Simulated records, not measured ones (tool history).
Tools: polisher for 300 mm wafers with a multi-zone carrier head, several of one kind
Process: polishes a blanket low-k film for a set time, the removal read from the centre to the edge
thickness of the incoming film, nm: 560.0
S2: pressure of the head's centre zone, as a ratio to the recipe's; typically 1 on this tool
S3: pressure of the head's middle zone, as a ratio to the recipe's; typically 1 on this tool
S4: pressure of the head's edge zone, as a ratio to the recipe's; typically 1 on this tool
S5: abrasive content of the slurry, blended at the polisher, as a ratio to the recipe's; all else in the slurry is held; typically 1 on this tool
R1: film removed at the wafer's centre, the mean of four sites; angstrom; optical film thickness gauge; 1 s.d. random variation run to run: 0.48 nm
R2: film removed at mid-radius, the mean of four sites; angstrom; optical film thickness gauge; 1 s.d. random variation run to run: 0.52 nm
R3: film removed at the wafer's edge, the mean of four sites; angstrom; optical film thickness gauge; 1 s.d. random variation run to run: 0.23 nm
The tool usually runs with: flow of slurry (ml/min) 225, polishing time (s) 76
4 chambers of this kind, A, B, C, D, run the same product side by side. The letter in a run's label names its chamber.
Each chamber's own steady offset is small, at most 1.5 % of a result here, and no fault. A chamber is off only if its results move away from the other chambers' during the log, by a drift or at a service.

At hour 10: chamber A: worn pad replaced by a new one.
Run 1C, hour 12.7: usual settings. Result: R1 364.66 angstrom, R2 368.26 angstrom, R3 362.28 angstrom.
At hour 20.8: chamber D: worn pad replaced by a new one.
Run 2B, hour 22.8: usual settings. Result: R1 361.97 angstrom, R2 375.75 angstrom, R3 360.57 angstrom.
Run 3D, hour 31.2: usual settings. Result: R1 360.56 angstrom, R2 366.72 angstrom, R3 371.99 angstrom.
Run 4A, hour 44.1: usual settings. Result: R1 357.24 angstrom, R2 364.48 angstrom, R3 364.46 angstrom.
Run 5C, hour 56.9: usual settings. Result: R1 366.99 angstrom, R2 380.47 angstrom, R3 367.15 angstrom.
Run 6D, hour 70.9: usual settings. Result: R1 368.39 angstrom, R2 371.01 angstrom, R3 371.53 angstrom.
Run 7A, hour 84.9: usual settings. Result: R1 356.16 angstrom, R2 371.34 angstrom, R3 365.25 angstrom.
At hour 94.2: chamber A: worn pad replaced by a new one.
At hour 99.1: chamber D: slurry nozzle cleaned.
At hour 100: chamber C: worn pad replaced by a new one.
Run 8B, hour 100.3: usual settings. Result: R1 365.78 angstrom, R2 367.91 angstrom, R3 363.57 angstrom.
At hour 104.3: chamber D: worn pad replaced by a new one.
At hour 106.3: chamber A: edge zone pressure recalibrated.
Run 9D, hour 109.8: usual settings. Result: R1 365.6 angstrom, R2 370.91 angstrom, R3 368.94 angstrom.
Run 10B, hour 117.5: usual settings. Result: R1 368.92 angstrom, R2 366.59 angstrom, R3 362.75 angstrom.
At hour 119.7: chamber B: worn pad replaced by a new one.
Run 11C, hour 128.3: usual settings. Result: R1 362.44 angstrom, R2 375.09 angstrom, R3 363.1 angstrom.
At hour 128.8: chamber C: edge zone pressure recalibrated.
Run 12A, hour 137.2: usual settings. Result: R1 357.71 angstrom, R2 356.71 angstrom, R3 366.5 angstrom.
Run 13D, hour 147.4: usual settings but S3 1.05, S4 0.92. Result: R1 367.94 angstrom, R2 372.21 angstrom, R3 354.88 angstrom.
Run 14B, hour 157.2: usual settings but S3 1.05, S4 0.92. Result: R1 371.82 angstrom, R2 391.62 angstrom, R3 345.03 angstrom.
Run 15A, hour 170: usual settings but S3 1.05, S4 0.92. Result: R1 364.58 angstrom, R2 383.13 angstrom, R3 347.08 angstrom.
Run 16C, hour 179.3: usual settings but S3 1.05, S4 0.92. Result: R1 369.61 angstrom, R2 374.07 angstrom, R3 348.17 angstrom.
At hour 183: chamber A: worn pad replaced by a new one.
Run 17B, hour 189.9: usual settings. Result: R1 368.2 angstrom, R2 365.45 angstrom, R3 362.95 angstrom.
At hour 191.8: chamber D: worn pad replaced by a new one.
At hour 197.1: chamber A: slurry nozzle cleaned.
Run 18C, hour 205.5: usual settings. Result: R1 361.79 angstrom, R2 366.88 angstrom, R3 365.27 angstrom.
Run 19D, hour 213.5: usual settings. Result: R1 364.47 angstrom, R2 360.69 angstrom, R3 367.24 angstrom.
Run 20A, hour 226.9: usual settings. Result: R1 363.34 angstrom, R2 364.85 angstrom, R3 367.43 angstrom.
At hour 231.8: chamber C: worn pad replaced by a new one.
Run 21A, hour 241.7: usual settings. Result: R1 355.86 angstrom, R2 375.44 angstrom, R3 367.14 angstrom.
Run 22C, hour 250.1: usual settings. Result: R1 365.22 angstrom, R2 361.3 angstrom, R3 364.06 angstrom.
At hour 253.8: chamber B: centre zone pressure recalibrated.
At hour 254: chamber C: centre zone pressure recalibrated.
At hour 257.1: chamber B: edge zone pressure recalibrated.
Run 23D, hour 261.6: usual settings. Result: R1 361.28 angstrom, R2 364.28 angstrom, R3 368.86 angstrom.
At hour 274.8: chamber A: worn pad replaced by a new one.
At hour 276.9: chamber B: worn pad replaced by a new one.
Run 24B, hour 277: usual settings. Result: R1 356.94 angstrom, R2 372.98 angstrom, R3 359.14 angstrom.
Run 25D, hour 286.8: usual settings. Result: R1 362.56 angstrom, R2 358.53 angstrom, R3 363.48 angstrom.
At hour 295: chamber D: worn pad replaced by a new one.
Run 26C, hour 302.1: usual settings. Result: R1 333.96 angstrom, R2 363.3 angstrom, R3 363.59 angstrom.
At hour 309.7: chamber B: slurry nozzle cleaned.
Run 27A, hour 311.1: usual settings. Result: R1 354.91 angstrom, R2 366.94 angstrom, R3 366.81 angstrom.
Run 28B, hour 326.2: usual settings. Result: R1 363.61 angstrom, R2 365.6 angstrom, R3 368.15 angstrom.
Run 29A, hour 333.3: usual settings but S4 0.89, polishing time (s) 90. Result: R1 424.19 angstrom, R2 427.54 angstrom, R3 405.2 angstrom.
Run 30D, hour 340.8: usual settings but S4 0.89, polishing time (s) 90. Result: R1 426.73 angstrom, R2 427.47 angstrom, R3 407.46 angstrom.
Run 31B, hour 348.5: usual settings but S4 0.89, polishing time (s) 90. Result: R1 440.64 angstrom, R2 442.98 angstrom, R3 403.28 angstrom.
At hour 355.4: chamber A: worn pad replaced by a new one.
Run 32C, hour 360.2: usual settings but S4 0.89, polishing time (s) 90. Result: R1 385.81 angstrom, R2 436.51 angstrom, R3 403.51 angstrom.
At hour 361.1: chamber D: slurry nozzle cleaned.
Run 33A, hour 370.2: usual settings. Result: R1 364.81 angstrom, R2 362.98 angstrom, R3 366.83 angstrom.
At hour 372.9: chamber C: worn pad replaced by a new one.
At hour 380: chamber D: worn pad replaced by a new one.
Run 34C, hour 382.8: usual settings. Result: R1 335.14 angstrom, R2 374.25 angstrom, R3 363.43 angstrom.
Run 35B, hour 396.3: usual settings. Result: R1 374.82 angstrom, R2 374.19 angstrom, R3 364.73 angstrom.
At hour 399.5: chamber A: centre zone pressure recalibrated.
Run 36D, hour 410.9: usual settings. Result: R1 365.46 angstrom, R2 370.26 angstrom, R3 364.91 angstrom.
Run 37C, hour 422: usual settings. Result: R1 327.45 angstrom, R2 371.77 angstrom, R3 365.84 angstrom.
At hour 424.5: chamber B: worn pad replaced by a new one.
Run 38D, hour 432.2: usual settings. Result: R1 364.21 angstrom, R2 354.4 angstrom, R3 367.55 angstrom.
At hour 442.6: chamber A: slurry nozzle cleaned.
Run 39B, hour 446.7: usual settings. Result: R1 356.16 angstrom, R2 367.52 angstrom, R3 363.25 angstrom.
At hour 448.5: chamber A: worn pad replaced by a new one.
Run 40A, hour 459.9: usual settings. Result: R1 360.25 angstrom, R2 361.76 angstrom, R3 360.98 angstrom.

Read the log: is a single chamber off, either drifting away or since a service, is the gauge that measures every chamber drifting, or is nothing wrong beyond small per-chamber offsets? Name any odd chamber and what most likely caused it.

The work done on chamber C during a service left it standing apart from the others.
Likeliest cause: centre zone's pressure below its setpoint, % = 8.53.

Here are 4 candidates for chamber C's next run, each the usual settings with a change, their results left as question marks. Which one brings its results back in line with what the others give on the usual settings?
In-line tolerance around the mean of the other chambers on the usual settings: R1 17 angstrom; R2 18 angstrom; R3 8 angstrom
Run 41C-1, hour 471.1: usual settings but flow of slurry (ml/min) 215, S2 0.87, S3 1.04, S4 1.04, polishing time (s) 75. Result: R1 ?, R2 ?, R3 ?.
Run 41C-2, hour 471.1: usual settings but flow of slurry (ml/min) 235, S2 1.15, S3 0.96, S4 0.96, polishing time (s) 78. Result: R1 ?, R2 ?, R3 ?.
Run 41C-3, hour 471.1: usual settings but flow of slurry (ml/min) 230, S2 1.07, S3 0.98, S4 0.98, polishing time (s) 77. Result: R1 ?, R2 ?, R3 ?.
Run 41C-4, hour 471.1: usual settings but flow of slurry (ml/min) 220, S2 0.93, S3 1.02, S4 1.02, polishing time (s) 75. Result: R1 ?, R2 ?, R3 ?.

Other chambers, usual settings, mean: R1 363.51 angstrom; R2 366.65 angstrom; R3 365.58 angstrom
  run      R1      R2      R3
41C-1  274.92  374.81  364.93
41C-2   393.6  365.44  367.29
41C-3  358.15   366.9  365.68
41C-4  297.09  369.09  362.07
41C-3 is the one that brings the chamber's results back in line with the other chambers.

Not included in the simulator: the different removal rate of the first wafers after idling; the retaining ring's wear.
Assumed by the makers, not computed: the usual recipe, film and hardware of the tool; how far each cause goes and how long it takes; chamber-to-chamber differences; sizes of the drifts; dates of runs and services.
